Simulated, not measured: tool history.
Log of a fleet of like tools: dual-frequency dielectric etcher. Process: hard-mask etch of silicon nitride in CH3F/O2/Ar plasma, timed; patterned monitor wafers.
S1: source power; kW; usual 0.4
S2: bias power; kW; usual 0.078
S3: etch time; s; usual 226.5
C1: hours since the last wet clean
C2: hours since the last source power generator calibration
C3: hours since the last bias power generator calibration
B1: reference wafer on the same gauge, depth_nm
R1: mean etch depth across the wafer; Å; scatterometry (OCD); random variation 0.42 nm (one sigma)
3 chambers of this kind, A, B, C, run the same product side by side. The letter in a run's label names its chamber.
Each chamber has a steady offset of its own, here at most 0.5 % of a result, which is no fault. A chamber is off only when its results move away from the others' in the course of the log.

run,hour,S1,S2,S3,C1,C2,C3,B1,R1
1C,7.6,0.4,0.078,226.5,201.3,4025.3,3044.7,172.09,1626.9
2A,12.7,0.4,0.078,226.5,85.8,1219.1,3429.3,171.89,1640.6
3B,18.8,0.4,0.078,226.5,305.5,540.4,406.9,171.98,1638.1
4A,23.9,0.4,0.078,226.5,97,1230.3,3440.5,172.06,1641.2
5B,30.2,0.4,0.078,226.5,316.9,551.8,418.3,172,1634.9
6C,35,0.4,0.078,226.5,228.7,4052.7,3072.1,172,1632.2
# hour 38.4: chamber C: source power generator calibrated
7A,44.1,0.4,0.078,226.5,117.2,1250.5,3460.7,171.98,1639.6
8C,49.4,0.4,0.078,226.5,243.1,11.1,3086.5,172.01,1636.8
9B,56.9,0.4,0.078,226.5,343.6,578.5,445,172.11,1635
10A,64,0.4,0.078,226.5,137.1,1270.4,3480.6,172.14,1634.1
11B,72.7,0.4,0.071,262.5,359.4,594.3,460.8,171.98,1837.9
12C,80.3,0.4,0.071,262.5,274,42,3117.4,172.1,1833.2
13C,88.9,0.4,0.071,262.5,282.6,50.6,3126,172.04,1834.9
14A,95.9,0.4,0.078,226.5,169,1302.3,3512.5,172.09,1632.7
15B,102.9,0.4,0.078,226.5,389.6,624.5,491,172.12,1634.7
16A,112.3,0.4,0.078,226.5,185.4,1318.7,3528.9,172.08,1634.8
17C,118.6,0.4,0.078,226.5,312.3,80.3,3155.7,171.95,1649.6
# hour 127.4: chamber B: wet clean of the chamber
18B,127.5,0.4,0.078,226.5,0.2,649.1,515.6,171.91,1632.2
19C,132.2,0.4,0.078,226.5,325.9,93.9,3169.3,171.91,1639.4
20B,137.5,0.4,0.078,226.5,10.2,659.1,525.6,172.01,1643.4
21A,142,0.4,0.078,226.5,215.1,1348.4,3558.6,172.02,1645.2
22B,150.8,0.4,0.078,226.5,23.5,672.4,538.9,172.05,1637.4
23A,158.9,0.4,0.078,226.5,232,1365.3,3575.5,171.91,1639.3
24C,168.1,0.4,0.078,226.5,361.8,129.8,3205.2,172.04,1646.3
25A,177.4,0.4,0.078,226.5,250.5,1383.8,3594,171.99,1631.3
26C,183.6,0.4,0.078,226.5,377.3,145.3,3220.7,172.04,1655.7
27B,188.4,0.4,0.078,226.5,61.1,710,576.5,172.08,1644.1
28C,195.3,0.4,0.078,226.5,389,157,3232.4,172.1,1647.4
29B,199.7,0.4,0.078,226.5,72.4,721.3,587.8,172.01,1634.4
30A,204.6,0.4,0.097,226.5,277.7,1411,3621.2,172.06,1769.8
31B,210.7,0.4,0.097,226.5,83.4,732.3,598.8,172.01,1769.1
32A,218.2,0.4,0.097,226.5,291.3,1424.6,3634.8,171.97,1777
33C,222.4,0.4,0.078,226.5,416.1,184.1,3259.5,172.03,1650.9
34A,228.9,0.36,0.06,226.5,302,1435.3,3645.5,171.98,1428.7
35B,235.1,0.36,0.06,226.5,107.8,756.7,623.2,171.93,1441.1
36C,240.3,0.36,0.06,226.5,434,202,3277.4,171.89,1460.1
37C,244.7,0.47,0.062,226.5,438.4,206.4,3281.8,172.07,1639.2
38B,250.7,0.47,0.062,226.5,123.4,772.3,638.8,171.99,1611.5
39A,257.1,0.47,0.062,226.5,330.2,1463.5,3673.7,172.1,1611.2
40A,263.7,0.36,0.078,226.5,336.8,1470.1,3680.3,171.91,1577.2
41B,271.1,0.36,0.078,226.5,143.8,792.7,659.2,171.95,1572.2
42C,275.4,0.36,0.078,226.5,469.1,237.1,3312.5,171.94,1595.8

Is one chamber off against the others, does the gauge drift, or is nothing wrong? If a chamber is off, say which, and what the likeliest cause is.

Chamber C drifts away from the others.
Cause: etch rate over this chamber's usual, % = 2.6.

Here are 4 candidates for chamber C's next run, each the usual settings with a change, their results left as question marks. Which one brings its results back in line with what the others give on the usual settings?
In line means no further than this from the other chambers' mean on the usual settings: R1 15 Å
43C-1,282.3,0.4,0.079,233,,,,,?
43C-2,282.3,0.4,0.077,220,,,,,?
43C-3,282.3,0.4,0.078,230.5,,,,,?
43C-4,282.3,0.4,0.074,226.5,,,,,?

The other chambers' mean on the usual settings: R1 1637.5 Å
run,R1
43C-1,1722.4
43C-2,1611.9
43C-3,1696.4
43C-4,1637
43C-4 brings the chamber back in line.
